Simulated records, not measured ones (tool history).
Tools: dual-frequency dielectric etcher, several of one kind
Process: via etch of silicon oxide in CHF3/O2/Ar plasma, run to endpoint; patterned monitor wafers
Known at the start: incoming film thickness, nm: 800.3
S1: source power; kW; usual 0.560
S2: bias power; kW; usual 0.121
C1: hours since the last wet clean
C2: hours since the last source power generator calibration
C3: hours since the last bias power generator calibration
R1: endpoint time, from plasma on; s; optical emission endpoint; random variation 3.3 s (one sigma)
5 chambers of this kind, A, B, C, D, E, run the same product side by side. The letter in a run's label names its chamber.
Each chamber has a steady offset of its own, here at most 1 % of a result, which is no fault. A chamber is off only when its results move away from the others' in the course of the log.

run 1D hour=10.7 | S1=0.560 S2=0.121 | C1=130.1 C2=1075.5 C3=1462.7 | R1=469.39
-- hour=16.7 chamber A: wet clean of the chamber
run 2E hour=16.9 | S1=0.560 S2=0.121 | C1=263.3 C2=859.6 C3=24.8 | R1=470.20
run 3C hour=22.2 | S1=0.560 S2=0.121 | C1=82.1 C2=2157.9 C3=1182.8 | R1=481.01
run 4B hour=30.5 | S1=0.560 S2=0.121 | C1=287.5 C2=1010.5 C3=3219.2 | R1=474.84
run 5A hour=40.0 | S1=0.440 S2=0.121 | C1=23.3 C2=1238.8 C3=2470.2 | R1=511.09
run 6D hour=47.1 | S1=0.440 S2=0.121 | C1=166.5 C2=1111.9 C3=1499.1 | R1=515.94
run 7A hour=56.9 | S1=0.440 S2=0.121 | C1=40.2 C2=1255.7 C3=2487.1 | R1=523.74
run 8E hour=65.6 | S1=0.440 S2=0.121 | C1=312.0 C2=908.3 C3=73.5 | R1=517.25
run 9B hour=77.1 | S1=0.440 S2=0.121 | C1=334.1 C2=1057.1 C3=3265.8 | R1=525.23
run 10C hour=83.1 | S1=0.560 S2=0.121 | C1=143.0 C2=2218.8 C3=1243.7 | R1=478.94
-- hour=84.5 chamber D: bias power generator calibrated
run 11D hour=93.8 | S1=0.560 S2=0.121 | C1=213.2 C2=1158.6 C3=9.4 | R1=473.04
run 12C hour=104.8 | S1=0.560 S2=0.121 | C1=164.7 C2=2240.5 C3=1265.4 | R1=476.34
run 13B hour=115.8 | S1=0.560 S2=0.121 | C1=372.8 C2=1095.8 C3=3304.5 | R1=474.30
run 14A hour=126.0 | S1=0.560 S2=0.121 | C1=109.3 C2=1324.8 C3=2556.2 | R1=461.79
run 15E hour=133.7 | S1=0.560 S2=0.121 | C1=380.1 C2=976.4 C3=141.6 | R1=468.96
run 16A hour=140.0 | S1=0.560 S2=0.121 | C1=123.3 C2=1338.8 C3=2570.2 | R1=471.75
run 17B hour=149.9 | S1=0.560 S2=0.121 | C1=406.9 C2=1129.9 C3=3338.6 | R1=487.22
run 18E hour=158.4 | S1=0.560 S2=0.121 | C1=404.8 C2=1001.1 C3=166.3 | R1=473.43
run 19C hour=167.6 | S1=0.560 S2=0.121 | C1=227.5 C2=2303.3 C3=1328.2 | R1=475.96
run 20D hour=176.4 | S1=0.560 S2=0.121 | C1=295.8 C2=1241.2 C3=92.0 | R1=473.93
run 21E hour=181.6 | S1=0.560 S2=0.121 | C1=428.0 C2=1024.3 C3=189.5 | R1=469.30
run 22D hour=187.0 | S1=0.560 S2=0.121 | C1=306.4 C2=1251.8 C3=102.6 | R1=471.63
run 23A hour=196.7 | S1=0.560 S2=0.121 | C1=180.0 C2=1395.5 C3=2626.9 | R1=469.08
run 24C hour=206.8 | S1=0.560 S2=0.121 | C1=266.7 C2=2342.5 C3=1367.4 | R1=486.22
run 25B hour=217.2 | S1=0.560 S2=0.108 | C1=474.2 C2=1197.2 C3=3405.9 | R1=498.93
run 26C hour=227.9 | S1=0.560 S2=0.108 | C1=287.8 C2=2363.6 C3=1388.5 | R1=492.13
run 27E hour=235.2 | S1=0.560 S2=0.108 | C1=481.6 C2=1077.9 C3=243.1 | R1=490.49
run 28D hour=242.1 | S1=0.560 S2=0.108 | C1=361.5 C2=1306.9 C3=157.7 | R1=486.22
run 29B hour=253.9 | S1=0.560 S2=0.108 | C1=510.9 C2=1233.9 C3=3442.6 | R1=504.41
run 30A hour=265.0 | S1=0.560 S2=0.121 | C1=248.3 C2=1463.8 C3=2695.2 | R1=466.97
run 31D hour=273.6 | S1=0.560 S2=0.121 | C1=393.0 C2=1338.4 C3=189.2 | R1=475.04
-- hour=283.0 chamber E: wet clean of the chamber
run 32B hour=283.2 | S1=0.560 S2=0.121 | C1=540.2 C2=1263.2 C3=3471.9 | R1=492.39
-- hour=287.2 chamber C: wet clean of the chamber
run 33E hour=290.9 | S1=0.560 S2=0.121 | C1=7.9 C2=1133.6 C3=298.8 | R1=468.30
run 34A hour=297.0 | S1=0.560 S2=0.121 | C1=280.3 C2=1495.8 C3=2727.2 | R1=470.22
-- hour=304.4 chamber C: source power generator calibrated
run 35C hour=307.9 | S1=0.560 S2=0.121 | C1=20.7 C2=3.5 C3=1468.5 | R1=473.73
run 36E hour=316.0 | S1=0.560 S2=0.121 | C1=33.0 C2=1158.7 C3=323.9 | R1=472.80
run 37C hour=324.4 | S1=0.560 S2=0.121 | C1=37.2 C2=20.0 C3=1485.0 | R1=478.24
run 38D hour=334.9 | S1=0.560 S2=0.121 | C1=454.3 C2=1399.7 C3=250.5 | R1=473.47
run 39B hour=345.9 | S1=0.560 S2=0.121 | C1=602.9 C2=1325.9 C3=3534.6 | R1=497.92
run 40A hour=354.9 | S1=0.560 S2=0.121 | C1=338.2 C2=1553.7 C3=2785.1 | R1=464.68
run 41E hour=366.1 | S1=0.560 S2=0.121 | C1=83.1 C2=1208.8 C3=374.0 | R1=471.94
run 42B hour=374.7 | S1=0.560 S2=0.121 | C1=631.7 C2=1354.7 C3=3563.4 | R1=498.44
run 43D hour=384.3 | S1=0.560 S2=0.121 | C1=503.7 C2=1449.1 C3=299.9 | R1=478.35
run 44A hour=391.4 | S1=0.560 S2=0.121 | C1=374.7 C2=1590.2 C3=2821.6 | R1=470.39

What goes on in this fleet: one chamber off, a drifting gauge, or nothing beyond the chambers' own small offsets? Name the chamber and the cause, if any.

Chamber B drifts away from the others.
Cause: etch rate under this chamber's usual, % = 4.41.

Here are 4 candidates for chamber B's next run, each the usual settings with a change, their results left as question marks. Which one brings its results back in line with what the others give on the usual settings?
In line means no further than this from the other chambers' mean on the usual settings: R1 11.00 s
run 45B-1 hour=400.0 | S1=0.560 S2=0.116 | R1=?
run 45B-2 hour=400.0 | S1=0.560 S2=0.142 | R1=?
run 45B-3 hour=400.0 | S1=0.510 S2=0.113 | R1=?
run 45B-4 hour=400.0 | S1=0.570 S2=0.123 | R1=?

The other chambers' mean on the usual settings: R1 472.13 s
run=45B-1 R1=504.23
run=45B-2 R1=472.83
run=45B-3 R1=527.27
run=45B-4 R1=491.67
45B-2 brings the chamber back in line.

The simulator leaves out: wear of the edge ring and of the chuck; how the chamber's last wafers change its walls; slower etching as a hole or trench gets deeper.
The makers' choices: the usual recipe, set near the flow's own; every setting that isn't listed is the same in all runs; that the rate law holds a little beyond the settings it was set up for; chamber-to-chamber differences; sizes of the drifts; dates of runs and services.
